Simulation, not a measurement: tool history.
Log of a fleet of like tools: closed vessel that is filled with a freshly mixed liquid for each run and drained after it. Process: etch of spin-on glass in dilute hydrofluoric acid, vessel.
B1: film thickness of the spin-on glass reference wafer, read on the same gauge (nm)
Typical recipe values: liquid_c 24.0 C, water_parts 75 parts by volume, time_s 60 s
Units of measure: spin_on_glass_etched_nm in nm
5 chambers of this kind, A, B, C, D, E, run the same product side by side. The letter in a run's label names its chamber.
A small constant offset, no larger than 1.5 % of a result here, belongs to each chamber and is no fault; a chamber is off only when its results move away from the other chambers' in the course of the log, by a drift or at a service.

Run 1E, hour 7.3: usual settings; B1 59.985. Result: spin_on_glass_etched_nm 44.889 nm.
Run 2D, hour 18.8: usual settings; B1 59.984. Result: spin_on_glass_etched_nm 44.492 nm.
Run 3B, hour 33.5: usual settings; B1 60.004. Result: spin_on_glass_etched_nm 44.585 nm.
Run 4C, hour 43.1: usual settings; B1 59.994. Result: spin_on_glass_etched_nm 45.390 nm.
Run 5A, hour 58.6: usual settings; B1 59.985. Result: spin_on_glass_etched_nm 46.078 nm.
Run 6B, hour 67.3: usual settings; B1 60.005. Result: spin_on_glass_etched_nm 44.464 nm.
Run 7C, hour 78.6: usual settings; B1 59.991. Result: spin_on_glass_etched_nm 45.659 nm.
Run 8D, hour 89.7: usual settings but liquid_c 22.0 C, water_parts 65 parts by volume; B1 60.004. Result: spin_on_glass_etched_nm 48.129 nm.
Run 9E, hour 104.2: usual settings but liquid_c 22.0 C, water_parts 65 parts by volume; B1 60.004. Result: spin_on_glass_etched_nm 48.984 nm.
Run 10A, hour 116.5: usual settings but liquid_c 22.0 C, water_parts 65 parts by volume; B1 59.998. Result: spin_on_glass_etched_nm 48.011 nm.
Run 11E, hour 123.4: usual settings but liquid_c 22.0 C, water_parts 65 parts by volume; B1 60.004. Result: spin_on_glass_etched_nm 48.420 nm.
At hour 124.2: chamber C: thermometer replaced.
At hour 128.1: chamber E: hydrofluoric acid flow meter replaced.
Run 12A, hour 138.1: usual settings but liquid_c 22.0 C, water_parts 65 parts by volume; B1 59.987. Result: spin_on_glass_etched_nm 48.302 nm.
Run 13B, hour 145.5: usual settings; B1 59.989. Result: spin_on_glass_etched_nm 45.011 nm.
Run 14D, hour 152.9: usual settings; B1 60.015. Result: spin_on_glass_etched_nm 44.399 nm.
Run 15C, hour 166.7: usual settings; B1 59.980. Result: spin_on_glass_etched_nm 45.439 nm.
Run 16D, hour 174.9: usual settings; B1 59.996. Result: spin_on_glass_etched_nm 44.842 nm.
Run 17B, hour 181.9: usual settings; B1 59.982. Result: spin_on_glass_etched_nm 44.456 nm.
Run 18E, hour 189.9: usual settings; B1 60.002. Result: spin_on_glass_etched_nm 43.541 nm.
Run 19A, hour 197.2: usual settings; B1 60.013. Result: spin_on_glass_etched_nm 44.884 nm.
At hour 204.0: chamber D: thermometer replaced.
Run 20C, hour 206.8: usual settings; B1 60.014. Result: spin_on_glass_etched_nm 46.284 nm.
Run 21E, hour 222.0: usual settings; B1 60.002. Result: spin_on_glass_etched_nm 43.338 nm.
Run 22C, hour 234.2: usual settings but liquid_c 28.0 C; B1 60.004. Result: spin_on_glass_etched_nm 54.542 nm.
Run 23A, hour 243.3: usual settings but liquid_c 28.0 C; B1 59.993. Result: spin_on_glass_etched_nm 52.837 nm.
Run 24D, hour 255.8: usual settings but liquid_c 28.0 C; B1 60.013. Result: spin_on_glass_etched_nm 52.112 nm.
At hour 261.6: chamber A: hydrofluoric acid flow meter replaced.
Run 25B, hour 264.9: usual settings but liquid_c 28.0 C; B1 59.976. Result: spin_on_glass_etched_nm 53.194 nm.
Run 26C, hour 279.3: usual settings but liquid_c 28.0 C; B1 60.005. Result: spin_on_glass_etched_nm 53.346 nm.
Run 27D, hour 287.2: usual settings; B1 60.003. Result: spin_on_glass_etched_nm 45.478 nm.
Run 28A, hour 302.5: usual settings but liquid_c 19.5 C; B1 60.008. Result: spin_on_glass_etched_nm 37.302 nm.
Run 29E, hour 310.0: usual settings but liquid_c 19.5 C; B1 59.990. Result: spin_on_glass_etched_nm 34.836 nm.
Run 30B, hour 322.8: usual settings but liquid_c 19.5 C; B1 60.020. Result: spin_on_glass_etched_nm 36.631 nm.
Run 31A, hour 334.1: usual settings but liquid_c 19.5 C; B1 60.010. Result: spin_on_glass_etched_nm 37.993 nm.
Run 32D, hour 341.9: usual settings but liquid_c 19.5 C; B1 59.977. Result: spin_on_glass_etched_nm 37.722 nm.
Run 33C, hour 354.0: usual settings; B1 59.993. Result: spin_on_glass_etched_nm 45.720 nm.
Run 34B, hour 365.8: usual settings but water_parts 45 parts by volume, time_s 90 s; B1 59.982. Result: spin_on_glass_etched_nm 114.470 nm.
At hour 369.4: chamber B: hydrofluoric acid flow meter replaced.
Run 35E, hour 374.7: usual settings but water_parts 45 parts by volume, time_s 90 s; B1 59.993. Result: spin_on_glass_etched_nm 109.970 nm.
Run 36C, hour 389.2: usual settings but water_parts 45 parts by volume, time_s 90 s; B1 60.010. Result: spin_on_glass_etched_nm 119.200 nm.
Run 37E, hour 399.2: usual settings but water_parts 45 parts by volume, time_s 90 s; B1 59.982. Result: spin_on_glass_etched_nm 106.020 nm.
Run 38A, hour 411.5: usual settings but water_parts 45 parts by volume, time_s 90 s; B1 60.007. Result: spin_on_glass_etched_nm 117.860 nm.
Run 39B, hour 424.0: usual settings; B1 60.007. Result: spin_on_glass_etched_nm 44.078 nm.
Run 40D, hour 432.1: usual settings; B1 60.030. Result: spin_on_glass_etched_nm 44.963 nm.
Run 41B, hour 441.0: usual settings but water_parts 115 parts by volume, time_s 90 s; B1 60.003. Result: spin_on_glass_etched_nm 41.863 nm.

Is one chamber out of step, is the gauge drifting, or do the chambers differ by no more than their own small offsets? For an off chamber, give its letter and the likeliest cause.

Little by little, chamber E moves away from the other chambers.
Most likely cause: liquid colder than its thermometer reads (K) = 1.94.

Chamber E could run next with any of the 4 candidate recipes listed below; each alters the usual settings, and their results appear as question marks. Which one brings its results back in line with what the other chambers deliver on the usual settings?
Counts as in line when no further than this from what the other chambers average on the usual settings: spin_on_glass_etched_nm 1.500 nm
Run 42E-1, hour 452.2: usual settings but time_s 55 s. Result: spin_on_glass_etched_nm ?.
Run 42E-2, hour 452.2: usual settings but time_s 65 s. Result: spin_on_glass_etched_nm ?.
Run 42E-3, hour 452.2: usual settings but water_parts 65 parts by volume. Result: spin_on_glass_etched_nm ?.
Run 42E-4, hour 452.2: usual settings but water_parts 80 parts by volume, time_s 55 s. Result: spin_on_glass_etched_nm ?.

Mean of the other chambers on the usual settings: spin_on_glass_etched_nm 45.210 nm
  run  spin_on_glass_etched_nm
42E-1                   37.589
42E-2                   44.424
42E-3                   47.805
42E-4                   35.056
42E-2 puts the chamber back in line with the other chambers.

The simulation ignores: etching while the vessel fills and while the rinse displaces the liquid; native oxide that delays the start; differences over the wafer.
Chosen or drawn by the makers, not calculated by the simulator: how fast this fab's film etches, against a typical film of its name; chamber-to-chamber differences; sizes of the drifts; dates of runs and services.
